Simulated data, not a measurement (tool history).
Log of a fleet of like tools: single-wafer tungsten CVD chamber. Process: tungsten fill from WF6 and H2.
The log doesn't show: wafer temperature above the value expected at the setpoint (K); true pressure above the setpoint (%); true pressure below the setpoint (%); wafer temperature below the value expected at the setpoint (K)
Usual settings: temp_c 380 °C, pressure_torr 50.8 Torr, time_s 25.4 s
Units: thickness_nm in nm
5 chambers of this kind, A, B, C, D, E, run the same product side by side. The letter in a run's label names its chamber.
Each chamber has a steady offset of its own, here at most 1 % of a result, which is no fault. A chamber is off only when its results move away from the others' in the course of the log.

| run | hour | temp_c | pressure_torr | time_s | hours since the last thermocouple change | hours since the last manometer calibration | read-back reference wafer on the same gauge, thickness_nm | thickness_nm |
|---|---|---|---|---|---|---|---|---|
| 1A | 9.3 | 380 | 50.8 | 25.4 | 1884.1 | 1013.2 | 64.000 | 63.447 |
| 2D | 17.8 | 380 | 50.8 | 25.4 | 808.0 | 1669.3 | 64.036 | 64.084 |
| 3E | 25.5 | 380 | 50.8 | 25.4 | 490.7 | 1912.3 | 64.015 | 64.326 |
| 4C | 30.3 | 380 | 50.8 | 25.4 | 2605.1 | 245.3 | 64.026 | 63.987 |
| 5B | 37.3 | 380 | 50.8 | 25.4 | 589.4 | 962.3 | 64.048 | 64.479 |
| 6E | 46.1 | 380 | 50.8 | 25.4 | 511.3 | 1932.9 | 64.067 | 64.270 |
| 7D | 50.4 | 380 | 39.3 | 22.7 | 840.6 | 1701.9 | 64.068 | 51.171 |
| 8A | 58.8 | 380 | 39.3 | 22.7 | 1933.6 | 1062.7 | 64.066 | 50.560 |
| 9B | 63.8 | 380 | 39.3 | 22.7 | 615.9 | 988.8 | 64.074 | 51.268 |
| 10C | 71.1 | 380 | 39.3 | 22.7 | 2645.9 | 286.1 | 64.067 | 51.010 |
| 11C | 79.8 | 380 | 39.3 | 22.7 | 2654.6 | 294.8 | 64.100 | 50.944 |
| 12A | 85.2 | 380 | 57.8 | 29.4 | 1960.0 | 1089.1 | 64.077 | 77.802 |
| 13D | 90.4 | 380 | 57.8 | 29.4 | 880.6 | 1741.9 | 64.100 | 78.788 |
| 14E | 96.1 | 380 | 57.8 | 29.4 | 561.3 | 1982.9 | 64.121 | 78.814 |
| 15B | 104.5 | 380 | 57.8 | 29.4 | 656.6 | 1029.5 | 64.101 | 79.238 |
| 16E | 111.7 | 380 | 57.8 | 29.4 | 576.9 | 1998.5 | 64.134 | 78.634 |
| 17B | 119.1 | 380 | 50.8 | 25.4 | 671.2 | 1044.1 | 64.127 | 64.601 |
| 18D | 125.5 | 380 | 57.8 | 25.4 | 915.7 | 1777.0 | 64.152 | 68.019 |
| 19A | 132.2 | 380 | 57.8 | 25.4 | 2007.0 | 1136.1 | 64.150 | 67.310 |
| 20C | 139.1 | 380 | 57.8 | 25.4 | 2713.9 | 354.1 | 64.147 | 67.977 |
| 21C | 143.8 | 380 | 57.8 | 25.4 | 2718.6 | 358.8 | 64.146 | 67.778 |
| 22A | 151.4 | 380 | 57.8 | 25.4 | 2026.2 | 1155.3 | 64.157 | 67.283 |
| 23E | 158.0 | 380 | 50.8 | 25.4 | 623.2 | 2044.8 | 64.174 | 64.469 |
|  | 164.5 | chamber A: capacitance manometer re-zeroed and calibrated |
| 24D | 166.9 | 380 | 50.8 | 25.4 | 957.1 | 1818.4 | 64.209 | 64.189 |
| 25B | 176.1 | 380 | 50.8 | 25.4 | 728.2 | 1101.1 | 64.189 | 64.578 |
| 26C | 184.0 | 380 | 50.8 | 25.4 | 2758.8 | 399.0 | 64.203 | 64.195 |
| 27D | 190.8 | 380 | 50.8 | 25.4 | 981.0 | 1842.3 | 64.221 | 64.331 |
| 28A | 196.7 | 380 | 50.8 | 25.4 | 2071.5 | 32.3 | 64.234 | 63.723 |
| 29B | 204.1 | 380 | 50.8 | 25.4 | 756.2 | 1129.1 | 64.234 | 64.604 |
| 30E | 213.0 | 380 | 50.8 | 25.4 | 678.2 | 2099.8 | 64.257 | 64.563 |
| 31B | 219.3 | 380 | 50.8 | 25.4 | 771.4 | 1144.3 | 64.256 | 64.671 |
| 32E | 227.2 | 380 | 50.8 | 25.4 | 692.4 | 2114.0 | 64.249 | 64.522 |
| 33A | 232.9 | 368 | 50.8 | 25.4 | 2107.7 | 68.5 | 64.248 | 49.760 |
| 34C | 239.7 | 368 | 50.8 | 25.4 | 2814.5 | 454.7 | 64.253 | 50.277 |

All 5 chambers run these settings next. Forecast each chamber's results:
| 35A | 246.4 | 380 | 50.8 | 25.4 |  |  |  | ? |
| 35B | 246.4 | 380 | 50.8 | 25.4 |  |  |  | ? |
| 35C | 246.4 | 380 | 50.8 | 25.4 |  |  |  | ? |
| 35D | 246.4 | 380 | 50.8 | 25.4 |  |  |  | ? |
| 35E | 246.4 | 380 | 50.8 | 25.4 |  |  |  | ? |

| run | thickness_nm |
|---|---|
| 35A | 63.728 |
| 35B | 64.699 |
| 35C | 64.356 |
| 35D | 64.372 |
| 35E | 64.498 |
